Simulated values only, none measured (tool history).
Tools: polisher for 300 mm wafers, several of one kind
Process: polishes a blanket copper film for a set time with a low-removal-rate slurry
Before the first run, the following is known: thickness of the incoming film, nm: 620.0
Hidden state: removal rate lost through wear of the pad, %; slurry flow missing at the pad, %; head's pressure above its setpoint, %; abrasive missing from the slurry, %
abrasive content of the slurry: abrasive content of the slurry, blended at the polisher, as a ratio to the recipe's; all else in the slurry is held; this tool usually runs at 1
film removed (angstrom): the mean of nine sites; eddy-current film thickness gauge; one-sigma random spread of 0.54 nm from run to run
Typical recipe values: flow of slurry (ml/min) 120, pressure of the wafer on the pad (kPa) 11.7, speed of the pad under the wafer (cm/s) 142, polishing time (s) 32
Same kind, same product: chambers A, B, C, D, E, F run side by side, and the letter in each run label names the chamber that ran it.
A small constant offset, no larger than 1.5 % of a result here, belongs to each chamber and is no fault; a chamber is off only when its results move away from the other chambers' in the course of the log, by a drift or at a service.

run,hour,flow of slurry (ml/min),pressure of the wafer on the pad (kPa),speed of the pad under the wafer (cm/s),abrasive content of the slurry,polishing time (s),wafers polished on this pad,hours since the slurry nozzle was cleaned,hours since the head pressure was calibrated,hours since the slurry blender was calibrated,film removed (angstrom)
# hour 6.6: chamber C: worn pad replaced by a new one
1F,8.3,120,11.7,142,1,32,908,40.8,289.6,156.7,731.19
2D,12.9,120,11.7,142,1,32,250,236.3,1175.8,167.6,735.58
3E,18.4,120,11.7,142,1,32,254,738.4,78.2,53,734.73
# hour 22.8: chamber C: slurry blender recalibrated
4A,25.6,120,11.7,142,1,32,327,287.3,146.6,49.5,736.09
# hour 34.4: chamber F: worn pad replaced by a new one
5B,35.4,120,11.7,142,1,32,445,49,336.8,265.3,738.17
6C,43.9,120,11.7,142,1,32,427,232.7,1200.2,21.2,735.96
7B,50,120,11.7,142,1,32,612,63.6,351.4,279.9,733.63
# hour 52.1: chamber A: slurry nozzle cleaned
# hour 53.9: chamber D: worn pad replaced by a new one
8A,56.3,120,11.7,142,1,32,678,4.2,177.3,80.2,740.58
# hour 57.2: chamber A: worn pad replaced by a new one
# hour 61.6: chamber C: worn pad replaced by a new one
9C,65.5,120,11.7,142,1,32,44,254.3,1221.8,42.8,726.68
# hour 68.9: chamber D: slurry blender recalibrated
10D,71.4,120,11.7,142,1,32,200,294.8,1234.3,2.6,731.33
# hour 73.4: chamber E: worn pad replaced by a new one
11F,78.5,120,11.7,142,1,32,505,111,359.8,226.9,717.97
12E,84.7,120,11.7,142,1,32,130,804.7,144.5,119.3,746.33
# hour 91.7: chamber F: head pressure recalibrated
13F,92.4,120,11.7,142,1,25,664,124.9,0.7,240.8,568.83
14C,98.7,120,11.7,142,1,25,424,287.5,1255,76,574.28
15E,105.5,120,11.7,142,1,25,368,825.5,165.3,140.1,574.12
# hour 107.1: chamber E: slurry nozzle cleaned
16D,115.4,120,11.7,142,1,25,703,338.8,1278.3,46.6,575.26
# hour 116.6: chamber D: worn pad replaced by a new one
# hour 118.8: chamber C: worn pad replaced by a new one
# hour 119.5: chamber B: worn pad replaced by a new one
# hour 121.3: chamber F: worn pad replaced by a new one
# hour 123.2: chamber A: worn pad replaced by a new one
17B,124.7,120,11.7,142,1,25,60,138.3,426.1,354.6,582.96
18A,129.7,120,11.7,142,1,25,75,77.6,250.7,153.6,576.67
# hour 130.2: chamber B: slurry blender recalibrated
19E,135.3,120,11.7,142,1,32,709,28.2,195.1,169.9,746.94
20C,141.3,120,11.7,142,1,32,257,330.1,1297.6,118.6,737.76
# hour 146.6: chamber C: slurry blender recalibrated
21B,148.5,120,11.7,142,1,32,332,162.1,449.9,18.4,735.71
22A,155.5,120,11.7,142,1,32,370,103.4,276.5,179.4,719.55
# hour 160.5: chamber E: worn pad replaced by a new one
23F,163.1,95,11.7,142,1,32,478,195.6,71.4,311.5,682.81
24D,168.4,95,11.7,142,1,32,592,391.8,1331.3,99.6,704.71
# hour 168.9: chamber D: slurry nozzle cleaned
# hour 174.4: chamber C: worn pad replaced by a new one
25C,176.9,95,11.7,142,1,32,28,365.7,1333.2,30.4,692.26
# hour 179.5: chamber A: worn pad replaced by a new one
# hour 179.7: chamber B: slurry nozzle cleaned
# hour 181.7: chamber D: worn pad replaced by a new one
26A,183.1,95,11.7,142,1,32,41,131,304.1,207,683.04
27B,190.1,95,11.7,142,1,32,808,10.5,491.5,60,692.49
# hour 194.8: chamber F: slurry blender recalibrated
28D,196.2,95,11.7,142,1,32,166,27.3,1359.1,127.4,692.62
# hour 197.4: chamber C: slurry nozzle cleaned
29E,206.4,120,11.7,142,1,32,525,99.3,266.2,241,745.35
# hour 207.5: chamber E: slurry blender recalibrated
# hour 207.8: chamber F: worn pad replaced by a new one
30F,213.6,120,11.7,182,1,32,67,246.1,121.9,18.8,938.11
31E,223.6,120,11.7,182,1,32,722,116.5,283.4,16.2,950.57
32B,229.2,120,11.7,182,1,32,1255,49.6,530.6,99.1,951.29
# hour 233.7: chamber D: worn pad replaced by a new one
# hour 233.8: chamber E: worn pad replaced by a new one
# hour 234.8: chamber A: worn pad replaced by a new one
33A,236.9,120,11.7,182,1,32,24,184.8,357.9,260.8,903.49
# hour 238.4: chamber C: worn pad replaced by a new one
34C,243.7,120,11.7,182,1,32,61,46.4,1400,97.2,952.21
# hour 246.8: chamber B: head pressure recalibrated
35D,248.4,120,11.7,182,1,32,168,79.5,1411.3,179.6,955.36
# hour 253.1: chamber B: worn pad replaced by a new one
36F,253.5,120,11.7,142,1,32,523,286,161.8,58.7,717.42
37C,263.4,120,11.7,174,1,32,286,66.1,1419.7,116.9,899.19
38A,272.9,120,11.7,174,1,32,436,220.8,393.9,296.8,852.85
39D,279.1,120,11.7,174,1,32,520,110.2,1442,210.3,908.92
40F,288.6,120,11.7,174,1,32,925,321.1,196.9,93.8,889.19
41B,296.8,120,11.7,174,1,32,500,117.2,50.1,166.7,901.56
42E,302.2,120,11.7,174,1,32,783,195.1,362,94.8,908.32

All chambers now run identical settings, listed one chamber a line with results as question marks. What results will each chamber show?
43A,309.8,120,11.7,142,1,32,,,,,?
43B,309.8,120,11.7,142,1,32,,,,,?
43C,309.8,120,11.7,142,1,32,,,,,?
43D,309.8,120,11.7,142,1,32,,,,,?
43E,309.8,120,11.7,142,1,32,,,,,?
43F,309.8,120,11.7,142,1,32,,,,,?

run,film removed (angstrom)
43A,681.72
43B,732.13
43C,736.08
43D,731.19
43E,747.03
43F,726.4
